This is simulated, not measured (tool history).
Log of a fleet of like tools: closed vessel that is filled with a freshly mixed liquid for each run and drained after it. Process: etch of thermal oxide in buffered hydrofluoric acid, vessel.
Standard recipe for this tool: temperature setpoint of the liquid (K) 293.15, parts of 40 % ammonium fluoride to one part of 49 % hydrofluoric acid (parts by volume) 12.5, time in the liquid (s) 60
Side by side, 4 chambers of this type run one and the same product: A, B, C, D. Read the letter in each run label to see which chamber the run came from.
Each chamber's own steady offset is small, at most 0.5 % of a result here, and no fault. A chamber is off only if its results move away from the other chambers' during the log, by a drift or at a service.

run	hour	temperature setpoint of the liquid (K)	parts of 40 % ammonium fluoride to one part of 49 % hydrofluoric acid (parts by volume)	time in the liquid (s)	hours since the thermometer was replaced	hours since the hydrofluoric acid flow meter was replaced	read-back film thickness of the thermal oxide reference wafer, read on the same gauge (nm)	thickness taken off the thermal oxide on a monitor wafer (Å)
1A	9.3	293.15	12.5	60	1636.5	1878.0	130.00	460.38
# hour 12.9: chamber A: hydrofluoric acid flow meter replaced
2D	24.3	293.15	12.5	60	643.9	483.5	130.00	460.99
3B	32.0	293.15	12.5	60	43.4	1359.3	129.99	452.07
4C	44.2	293.15	12.5	60	1645.0	1482.6	130.01	451.52
5C	51.4	293.15	12.5	60	1652.2	1489.8	130.01	452.90
6B	63.4	293.15	12.5	60	74.8	1390.7	129.99	457.56
7D	78.1	293.15	12.5	60	697.7	537.3	129.99	448.87
8A	92.1	293.15	12.5	60	1719.3	79.2	130.01	453.88
9A	106.0	293.15	12.5	60	1733.2	93.1	130.01	456.61
10B	120.0	293.15	12.5	60	131.4	1447.3	129.99	449.44
11C	126.7	293.15	12.5	60	1727.5	1565.1	129.99	455.36
12D	141.6	293.15	12.5	60	761.2	600.8	129.99	450.46
13B	150.0	296.65	12.5	60	161.4	1477.3	129.99	544.10
14C	160.3	296.65	12.5	60	1761.1	1598.7	130.01	563.72
15A	174.8	296.65	12.5	60	1802.0	161.9	130.00	555.22
16D	187.1	296.65	12.5	60	806.7	646.3	130.01	551.67
17D	199.4	293.15	12.5	60	819.0	658.6	130.01	456.04
18A	213.4	293.15	12.5	60	1840.6	200.5	129.99	456.57
19C	222.2	293.15	12.5	60	1823.0	1660.6	130.00	469.21
20B	231.1	293.15	12.5	60	242.5	1558.4	130.01	453.86
21C	237.9	293.15	12.5	60	1838.7	1676.3	130.00	474.99
22B	249.4	293.15	12.5	60	260.8	1576.7	130.00	451.27
23A	258.9	293.15	12.5	60	1886.1	246.0	130.00	457.89
24D	270.1	293.15	12.5	60	889.7	729.3	130.02	459.26
25B	283.8	298.15	12.5	60	295.2	1611.1	130.01	590.00
26D	291.0	298.15	12.5	60	910.6	750.2	130.03	595.05
27A	301.1	298.15	12.5	60	1928.3	288.2	129.98	597.28
28C	312.9	298.15	12.5	60	1913.7	1751.3	130.00	646.62
29D	322.2	293.15	12.5	60	941.8	781.4	130.00	454.22
30B	334.3	293.15	12.5	60	345.7	1661.6	130.02	455.89
# hour 338.5: chamber D: hydrofluoric acid flow meter replaced
31A	341.9	293.15	12.5	60	1969.1	329.0	130.02	456.92
32C	355.5	293.15	12.5	60	1956.3	1793.9	129.96	493.34
33C	367.6	293.15	12.5	60	1968.4	1806.0	129.99	487.83
34A	376.6	293.15	12.5	60	2003.8	363.7	129.98	453.35
35D	388.6	293.15	12.5	60	1008.2	50.2	130.02	445.08
36B	398.1	293.15	12.5	60	409.5	1725.4	129.98	458.67
37D	405.6	293.15	12.5	60	1025.2	67.2	129.98	455.96

Which is it: a chamber that has drifted or been left off by a service, a gauge drift common to all chambers, or only each chamber's usual small offset? If a chamber is off, name it and its likeliest cause.

One chamber, C, drifts off from the rest bit by bit.
Cause: hydrofluoric acid flow above the setpoint (%) = 10.7.
The log may not tell that from: liquid hotter than its thermometer reads (K).

Below are 4 candidate recipes for chamber C's next run, each the usual settings with a change, their results shown as question marks. Which of them brings C's results back in line with what the other chambers give on the usual settings?
A result is in line if it is within this distance of the other chambers' mean on the usual settings: thickness taken off the thermal oxide on a monitor wafer (Å) 13.00
38C-1	416.6	292.65	13.5	60				?
38C-2	416.6	293.15	12.0	60				?
38C-3	416.6	293.15	13.0	60				?
38C-4	416.6	294.65	12.5	60				?

Other chambers, usual settings, mean: thickness taken off the thermal oxide on a monitor wafer (Å) 455.41
run	thickness taken off the thermal oxide on a monitor wafer (Å)
38C-1	452.50
38C-2	521.23
38C-3	482.63
38C-4	544.90
With 38C-1, the chamber falls back in line with the rest.
